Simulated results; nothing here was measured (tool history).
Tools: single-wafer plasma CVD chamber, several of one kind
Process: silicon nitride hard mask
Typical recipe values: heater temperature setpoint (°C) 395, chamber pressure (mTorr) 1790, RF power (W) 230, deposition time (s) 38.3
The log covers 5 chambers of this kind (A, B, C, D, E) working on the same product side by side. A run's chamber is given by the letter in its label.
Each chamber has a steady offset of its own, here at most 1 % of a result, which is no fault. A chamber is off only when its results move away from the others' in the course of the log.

run,hour,heater temperature setpoint (°C),chamber pressure (mTorr),RF power (W),deposition time (s),"read-back reference wafer on the same gauge, thickness_nm",mean film thickness on the monitor wafer (nm)
1C,15.2,395,1790,230,38.3,42.66,38.08
2D,28.3,395,1790,230,38.3,42.693,37.91
# hour 37.1: chamber E: capacitance manometer re-zeroed and calibrated
3A,41.5,395,1790,230,38.3,42.717,37.837
4E,50.2,395,1790,230,38.3,42.666,37.837
# hour 57.5: chamber C: thermocouple changed; heater temperature recalibrated
5B,59.7,395,1790,230,38.3,42.697,37.496
6D,70.6,395,1790,230,38.3,42.703,38.097
7A,82.1,395,1790,230,38.3,42.691,38.128
8C,94.5,395,1790,230,38.3,42.683,37.833
9E,110.2,395,1790,230,38.3,42.731,37.795
10B,119.2,395,1790,230,38.3,42.698,37.44
11C,128,395,1790,230,38.3,42.671,38.034
12A,143.8,395,2100,230,38.3,42.711,39.889
13E,157.1,395,2100,230,38.3,42.734,39.402
14B,171.4,395,2100,230,38.3,42.686,39.3
15D,181.1,395,2100,230,38.3,42.74,39.64
16D,196.5,395,2100,230,38.3,42.691,39.58
17B,206.1,395,1790,230,38.3,42.737,37.517
18A,220.6,382,1790,230,38.3,42.697,38.246
19E,232.9,382,1790,230,38.3,42.692,37.852
20C,241.7,382,1790,230,38.3,42.713,37.966
21B,257,382,1790,230,38.3,42.746,37.507
22E,266.1,382,1790,230,38.3,42.687,37.898
23A,273.1,395,1790,230,38.3,42.675,38.095
24D,283.7,395,1790,230,38.3,42.726,38.194
25C,292.2,395,1790,230,38.3,42.682,37.711
26A,307.3,395,1790,230,38.3,42.707,38.03
27D,315.3,404,1790,230,35.5,42.731,35.056
28C,329,404,1790,230,35.5,42.706,35.123
29B,342.8,404,1790,230,35.5,42.68,34.671
30E,358.1,404,1790,230,35.5,42.716,35.08
31C,372.1,404,1790,230,35.5,42.715,34.973
32E,385.7,395,1790,230,38.3,42.692,37.932
33B,393.7,395,1790,230,38.3,42.712,37.332
34A,406.8,408,1790,185,38.3,42.683,32.192
35D,418.9,408,1790,185,38.3,42.755,32.218
36C,430.2,408,1790,185,38.3,42.667,32.172
37E,443.4,408,1790,185,38.3,42.668,31.942

All 5 chambers run these settings next. Forecast each chamber's results:
38A,454.7,395,1790,230,38.3,,?
38B,454.7,395,1790,230,38.3,,?
38C,454.7,395,1790,230,38.3,,?
38D,454.7,395,1790,230,38.3,,?
38E,454.7,395,1790,230,38.3,,?

run,mean film thickness on the monitor wafer (nm)
38A,38.291
38B,37.336
38C,37.704
38D,37.908
38E,37.752
